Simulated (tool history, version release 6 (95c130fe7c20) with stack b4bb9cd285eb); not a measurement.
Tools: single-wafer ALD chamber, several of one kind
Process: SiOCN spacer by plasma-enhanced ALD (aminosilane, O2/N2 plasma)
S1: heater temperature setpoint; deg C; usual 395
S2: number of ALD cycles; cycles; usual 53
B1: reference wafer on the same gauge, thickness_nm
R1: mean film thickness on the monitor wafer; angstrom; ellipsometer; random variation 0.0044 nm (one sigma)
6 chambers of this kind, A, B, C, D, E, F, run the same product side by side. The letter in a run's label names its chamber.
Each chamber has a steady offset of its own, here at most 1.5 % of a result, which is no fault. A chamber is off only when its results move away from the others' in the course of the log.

run   hour   S1  S2      B1      R1
 1F    9.2  395  53  2.7503  32.012
 2D   18.8  395  53   2.751  32.436
 3B   23.8  395  53  2.7508   32.16
 4A   30.7  395  53  2.7515  32.184
 5C   35.2  395  53  2.7521  32.081
 6E   44.5  388  59  2.7524  35.711
 7B   51.7  388  59  2.7527  35.785
 8A   59.4  388  59  2.7524  35.931
 9C   65.2  388  59  2.7539   35.65
10E   71.1  388  59  2.7537  35.766
11F   80.2  388  59  2.7546  35.771
12D   89.2  388  49  2.7543  29.902
13A   96.1  388  49  2.7542  29.826
14E  100.4  388  49  2.7544  29.763
15C  107.7  388  49  2.7554  29.694
16B  114.2  388  49  2.7553  29.716
17F    121  388  49  2.7566  29.645
18D  126.4  395  53  2.7567  32.373
19C  130.6  395  58  2.7566  35.064
20A  137.2  395  58   2.757   35.31
21E  143.9  395  58  2.7585  35.143
22F  149.3  395  58  2.7583  35.154
23D  155.4  395  58  2.7581  35.433
24B  160.4  395  58  2.7585  35.155
25B  167.8  395  53  2.7597  32.219
26A  174.3  395  53  2.7585  32.367
27C  182.9  395  53  2.7594   32.16
28E  192.3  395  53  2.7591  32.164
29F  197.6  387  53  2.7596  32.177
30D  201.9  387  53  2.7605  32.337
31A  206.2  387  53  2.7609  32.239
32B    214  387  53  2.7611  32.223
33F  219.7  387  53  2.7614  32.138
34D  227.8  387  53  2.7614  32.498
35E    232  387  59  2.7618  35.892
36C  239.2  387  59  2.7632  35.862
37E  244.8  387  59  2.7634  35.848
38C  253.6  387  59  2.7629   35.81
39F  260.2  387  59  2.7637  35.794
40D  267.2  387  59  2.7645  36.176
41A  273.2  395  53  2.7644  32.346
42B  279.2  395  53  2.7652  32.232
43A  285.9  395  53  2.7646  32.258
44B  290.7  405  63  2.7661  37.762

What goes on in this fleet: one chamber off, a drifting gauge, or nothing beyond the chambers' own small offsets? Name the chamber and the cause, if any.

The gauge drifts, so all chambers seem to drift together. No chamber is off.
Cause: gauge reads high (%) = 0.569.
